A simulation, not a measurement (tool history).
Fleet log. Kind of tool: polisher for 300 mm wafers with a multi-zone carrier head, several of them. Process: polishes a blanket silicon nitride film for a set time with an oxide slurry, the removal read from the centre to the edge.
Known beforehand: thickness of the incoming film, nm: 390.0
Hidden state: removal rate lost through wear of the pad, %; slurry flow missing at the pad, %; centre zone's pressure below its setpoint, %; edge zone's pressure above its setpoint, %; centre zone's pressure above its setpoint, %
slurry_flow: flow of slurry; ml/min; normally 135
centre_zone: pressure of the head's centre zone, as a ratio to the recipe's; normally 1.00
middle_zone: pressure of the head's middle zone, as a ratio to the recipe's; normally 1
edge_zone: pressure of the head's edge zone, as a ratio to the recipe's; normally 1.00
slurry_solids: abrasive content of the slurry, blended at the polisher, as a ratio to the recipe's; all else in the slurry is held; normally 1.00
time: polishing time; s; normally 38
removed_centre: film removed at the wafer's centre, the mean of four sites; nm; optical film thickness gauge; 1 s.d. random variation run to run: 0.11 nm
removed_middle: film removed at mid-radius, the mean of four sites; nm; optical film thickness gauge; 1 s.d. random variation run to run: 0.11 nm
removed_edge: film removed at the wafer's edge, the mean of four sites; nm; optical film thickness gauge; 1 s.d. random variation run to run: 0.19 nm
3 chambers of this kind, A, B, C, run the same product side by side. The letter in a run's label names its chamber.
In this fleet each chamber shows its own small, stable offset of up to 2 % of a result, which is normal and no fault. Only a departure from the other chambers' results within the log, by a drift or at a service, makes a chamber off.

run   hour  slurry_flow  centre_zone  middle_zone  edge_zone  slurry_solids  time  wafers polished on this pad  hours since the slurry nozzle was cleaned  hours since the centre zone pressure was calibrated  hours since the edge zone pressure was calibrated  removed_centre  removed_middle  removed_edge
       1.1  -- chamber B: edge zone pressure recalibrated
 1C    5.7          135         1.00            1       1.00           1.00    38                          121                                      394.4                                                 72.3                                              370.3          18.413          18.032        17.745
 2B   10.8          135         1.00            1       1.00           1.00    38                          795                                       16.6                                               1330.7                                                9.8          18.073          18.243        18.327
 3A   15.4          135         1.00            1       1.00           1.00    38                          474                                      310.2                                                 70.6                                              183.4          18.087          18.178        17.989
 4C   23.1          135         1.00            1       1.00           1.00    38                          339                                      411.8                                                 89.7                                              387.7          18.169          17.993        17.721
 5B   29.6          135         1.00            1       1.00           1.00    38                         1030                                       35.4                                               1349.5                                               28.6          18.231          18.058        18.320
      36.8  -- chamber C: worn pad replaced by a new one
 6A   37.3          135         1.00            1       1.00           1.00    38                          748                                      332.1                                                 92.5                                              205.3          18.054          17.939        18.155
      37.5  -- chamber A: worn pad replaced by a new one
 7C   41.4          135         1.00            1       1.00           1.00    38                           58                                      430.1                                                108.0                                              406.0          18.307          18.150        17.990
 8A   45.4          135         1.00            1       1.00           1.00    38                           99                                      340.2                                                100.6                                              213.4          18.233          17.982        18.201
      45.7  -- chamber B: worn pad replaced by a new one
 9B   51.5          135         1.00            1       1.00           1.00    44                           72                                       57.3                                               1371.4                                               50.5          20.867          21.013        20.934
10C   57.0          135         1.00            1       1.00           1.00    44                          253                                      445.7                                                123.6                                              421.6          21.211          20.736        20.889
11B   65.3          135         1.00            1       1.00           1.00    44                          245                                       71.1                                               1385.2                                               64.3          21.203          20.982        21.531
12A   69.9          135         1.00            1       1.00           1.00    38                          405                                      364.7                                                125.1                                              237.9          18.223          18.198        18.172
13B   76.6          135         1.00            1       1.00           1.00    38                          386                                       82.4                                               1396.5                                               75.6          18.160          18.033        18.315
      79.0  -- chamber C: worn pad replaced by a new one
14C   80.7          135         1.00            1       1.00           1.25    44                           22                                      469.4                                                147.3                                              445.3          23.526          22.714        23.251
15A   86.3          135         1.00            1       1.00           1.25    44                          611                                      381.1                                                141.5                                              254.3          23.064          22.789        23.488
16A   95.0          135         1.00            1       1.00           1.25    44                          719                                      389.8                                                150.2                                              263.0          23.413          22.977        23.284
17B   99.3          135         1.00            1       1.00           1.00    38                          670                                      105.1                                               1419.2                                               98.3          18.195          18.134        18.416
     101.7  -- chamber B: centre zone pressure recalibrated
     102.1  -- chamber A: worn pad replaced by a new one
     106.9  -- chamber A: slurry nozzle cleaned
18C  107.9          135         1.00            1       1.00           1.00    38                          362                                      496.6                                                174.5                                              472.5          18.450          18.116        17.749
19C  111.9          135         1.00            1       1.00           1.00    38                          412                                      500.6                                                178.5                                              476.5          18.306          18.054        17.804
20A  118.2          135         1.11            1       1.07           1.00    38                          201                                       11.3                                                173.4                                              286.2          20.285          18.015        18.762
     119.4  -- chamber C: worn pad replaced by a new one
21B  125.3          135         1.11            1       1.07           1.00    38                          996                                      131.1                                                 23.7                                              124.3          19.363          17.846        18.556
22C  132.4          135         1.11            1       1.07           1.00    38                          163                                      521.1                                                199.0                                              497.0          20.398          17.864        18.722
     135.2  -- chamber B: worn pad replaced by a new one
23B  140.2          135         1.00            1       1.00           1.00    38                           62                                      146.0                                                 38.6                                              139.2          17.413          18.212        18.254
24A  145.6          135         1.00            1       1.00           1.00    38                          544                                       38.7                                                200.8                                              313.6          18.251          18.117        18.329
25A  152.5          135         1.00            1       1.00           1.00    38                          630                                       45.6                                                207.7                                              320.5          18.157          18.027        18.006
26C  157.0          135         1.00            1       1.00           1.00    38                          471                                      545.7                                                223.6                                              521.6          18.404          17.828        17.926
     158.1  -- chamber C: worn pad replaced by a new one
     162.7  -- chamber A: worn pad replaced by a new one
27B  162.7          135         1.00            1       1.00           1.00    38                          344                                      168.5                                                 61.1                                              161.7          17.714          17.934        18.155
28C  170.2          135         1.00            1       1.00           1.00    38                          152                                      558.9                                                236.8                                              534.8          18.466          18.053        17.825
29A  175.6          135         1.00            1       1.00           1.00    38                          162                                       68.7                                                230.8                                              343.6          18.165          18.067        17.938

For the next run the whole fleet of 3 chambers uses the same settings. Give each chamber's results:
30A  181.9          135         1.00            1       1.12           1.00    38                                                                                                                                                                                               ?               ?             ?
30B  181.9          135         1.00            1       1.12           1.00    38                                                                                                                                                                                               ?               ?             ?
30C  181.9          135         1.00            1       1.12           1.00    38                                                                                                                                                                                               ?               ?             ?

run  removed_centre  removed_middle  removed_edge
30A          17.967          18.164        19.243
30B          17.390          18.074        19.263
30C          18.327          18.060        19.158
